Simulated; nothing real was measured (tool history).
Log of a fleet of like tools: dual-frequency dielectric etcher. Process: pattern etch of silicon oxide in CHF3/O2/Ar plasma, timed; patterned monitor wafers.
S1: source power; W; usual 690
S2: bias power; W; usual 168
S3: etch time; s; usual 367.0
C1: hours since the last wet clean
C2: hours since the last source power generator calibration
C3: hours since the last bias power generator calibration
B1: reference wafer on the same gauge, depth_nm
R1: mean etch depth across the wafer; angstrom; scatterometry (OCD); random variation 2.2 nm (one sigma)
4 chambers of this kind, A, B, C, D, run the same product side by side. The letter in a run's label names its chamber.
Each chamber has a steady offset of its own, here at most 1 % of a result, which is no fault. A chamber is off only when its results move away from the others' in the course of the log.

Run 1C, day 0.238: usual settings; C1 278.6; C2 3038.2; C3 3924.3; B1 869.90. Result: R1 7477.7 angstrom.
Run 2D, day 0.579: usual settings; C1 423.2; C2 3222.5; C3 1224.7; B1 869.72. Result: R1 7513.0 angstrom.
At day 0.721: chamber A: wet clean of the chamber.
Run 3A, day 0.850: usual settings; C1 3.2; C2 1851.8; C3 2428.4; B1 870.49. Result: R1 7440.3 angstrom.
At day 1.088: chamber A: bias power generator calibrated.
Run 4B, day 1.146: usual settings; C1 499.3; C2 1587.0; C3 3022.2; B1 870.12. Result: R1 7511.3 angstrom.
Run 5C, day 1.358: usual settings; C1 305.5; C2 3065.1; C3 3951.2; B1 870.06. Result: R1 7422.1 angstrom.
At day 1.558: chamber B: wet clean of the chamber.
Run 6A, day 1.650: usual settings; C1 22.4; C2 1871.0; C3 13.5; B1 870.38. Result: R1 7441.2 angstrom.
Run 7B, day 1.929: usual settings; C1 8.9; C2 1605.8; C3 3041.0; B1 870.23. Result: R1 7528.2 angstrom.
At day 2.075: chamber D: wet clean of the chamber.
Run 8D, day 2.188: usual settings; C1 2.8; C2 3261.1; C3 1263.3; B1 869.71. Result: R1 7493.7 angstrom.
Run 9D, day 2.404: usual settings; C1 8.0; C2 3266.3; C3 1268.5; B1 869.67. Result: R1 7513.4 angstrom.
Run 10A, day 2.650: usual settings; C1 46.4; C2 1895.0; C3 37.5; B1 870.34. Result: R1 7411.6 angstrom.
Run 11C, day 2.942: usual settings; C1 343.5; C2 3103.1; C3 3989.2; B1 869.59. Result: R1 7449.1 angstrom.
Run 12B, day 3.258: usual settings; C1 40.8; C2 1637.7; C3 3072.9; B1 869.62. Result: R1 7523.9 angstrom.
Run 13C, day 3.567: usual settings; C1 358.5; C2 3118.1; C3 4004.2; B1 870.55. Result: R1 7453.7 angstrom.
Run 14A, day 3.871: usual settings; C1 75.7; C2 1924.3; C3 66.8; B1 870.33. Result: R1 7448.3 angstrom.
Run 15D, day 4.138: usual settings; C1 49.6; C2 3307.9; C3 1310.1; B1 869.93. Result: R1 7515.2 angstrom.
Run 16B, day 4.388: usual settings but S3 474.5 s; C1 67.9; C2 1664.8; C3 3100.0; B1 870.57. Result: R1 9698.5 angstrom.
Run 17B, day 4.542: usual settings but S3 474.5 s; C1 71.6; C2 1668.5; C3 3103.7; B1 869.94. Result: R1 9713.5 angstrom.
Run 18D, day 4.862: usual settings but S3 474.5 s; C1 67.0; C2 3325.3; C3 1327.5; B1 869.04. Result: R1 9750.6 angstrom.
Run 19C, day 5.092: usual settings but S3 474.5 s; C1 395.1; C2 3154.7; C3 4040.8; B1 869.62. Result: R1 9567.8 angstrom.
Run 20A, day 5.317: usual settings; C1 110.4; C2 1959.0; C3 101.5; B1 870.39. Result: R1 7443.3 angstrom.
Run 21B, day 5.475: usual settings but S3 406.0 s; C1 94.0; C2 1690.9; C3 3126.1; B1 870.40. Result: R1 8302.1 angstrom.
At day 5.512: chamber D: source power generator calibrated.
Run 22A, day 5.692: usual settings but S3 406.0 s; C1 119.4; C2 1968.0; C3 110.5; B1 869.89. Result: R1 8265.9 angstrom.
Run 23C, day 6.008: usual settings but S3 406.0 s; C1 417.1; C2 3176.7; C3 4062.8; B1 870.04. Result: R1 8097.4 angstrom.
Run 24D, day 6.175: usual settings but S3 406.0 s; C1 98.5; C2 16.0; C3 1359.0; B1 870.70. Result: R1 8315.8 angstrom.
Run 25C, day 6.408: usual settings; C1 426.7; C2 3186.3; C3 4072.4; B1 869.45. Result: R1 7343.4 angstrom.
Run 26D, day 6.638: usual settings; C1 109.6; C2 27.1; C3 1370.1; B1 870.19. Result: R1 7535.1 angstrom.
Run 27A, day 6.958: usual settings but S3 428.5 s; C1 149.8; C2 1998.4; C3 140.9; B1 870.65. Result: R1 8683.3 angstrom.
Run 28B, day 7.146: usual settings but S3 428.5 s; C1 134.1; C2 1731.0; C3 3166.2; B1 870.43. Result: R1 8804.9 angstrom.
Run 29C, day 7.338: usual settings but S3 428.5 s; C1 449.0; C2 3208.6; C3 4094.7; B1 869.50. Result: R1 8523.9 angstrom.
Run 30B, day 7.579: usual settings but S3 428.5 s; C1 144.5; C2 1741.4; C3 3176.6; B1 869.63. Result: R1 8818.4 angstrom.
Run 31D, day 7.733: usual settings; C1 135.9; C2 53.4; C3 1396.4; B1 870.04. Result: R1 7488.5 angstrom.
Run 32A, day 7.996: usual settings; C1 174.7; C2 2023.3; C3 165.8; B1 869.75. Result: R1 7423.5 angstrom.
Run 33A, day 8.342: usual settings but S2 194 W; C1 183.0; C2 2031.6; C3 174.1; B1 870.11. Result: R1 7811.4 angstrom.
Run 34D, day 8.525: usual settings but S2 194 W; C1 154.9; C2 72.4; C3 1415.4; B1 869.76. Result: R1 7872.5 angstrom.
Run 35C, day 8.767: usual settings but S2 194 W; C1 483.3; C2 3242.9; C3 4129.0; B1 869.78. Result: R1 7609.1 angstrom.
Run 36B, day 9.083: usual settings but S2 194 W; C1 180.6; C2 1777.5; C3 3212.7; B1 869.68. Result: R1 7932.4 angstrom.
Run 37B, day 9.325: usual settings; C1 186.4; C2 1783.3; C3 3218.5; B1 870.36. Result: R1 7543.6 angstrom.
Run 38A, day 9.479: usual settings but S2 153 W, S3 331.5 s; C1 210.3; C2 2058.9; C3 201.4; B1 870.00. Result: R1 6529.8 angstrom.
Run 39C, day 9.762: usual settings but S2 153 W, S3 331.5 s; C1 507.2; C2 3266.8; C3 4152.9; B1 870.07. Result: R1 6320.4 angstrom.

All 4 chambers run these settings next. Forecast each chamber's results:
Run 40A, day 10.012: usual settings. Result: R1 ?.
Run 40B, day 10.012: usual settings. Result: R1 ?.
Run 40C, day 10.012: usual settings. Result: R1 ?.
Run 40D, day 10.012: usual settings. Result: R1 ?.

run      R1
40A  7406.6
40B  7532.1
40C  7211.5
40D  7501.8
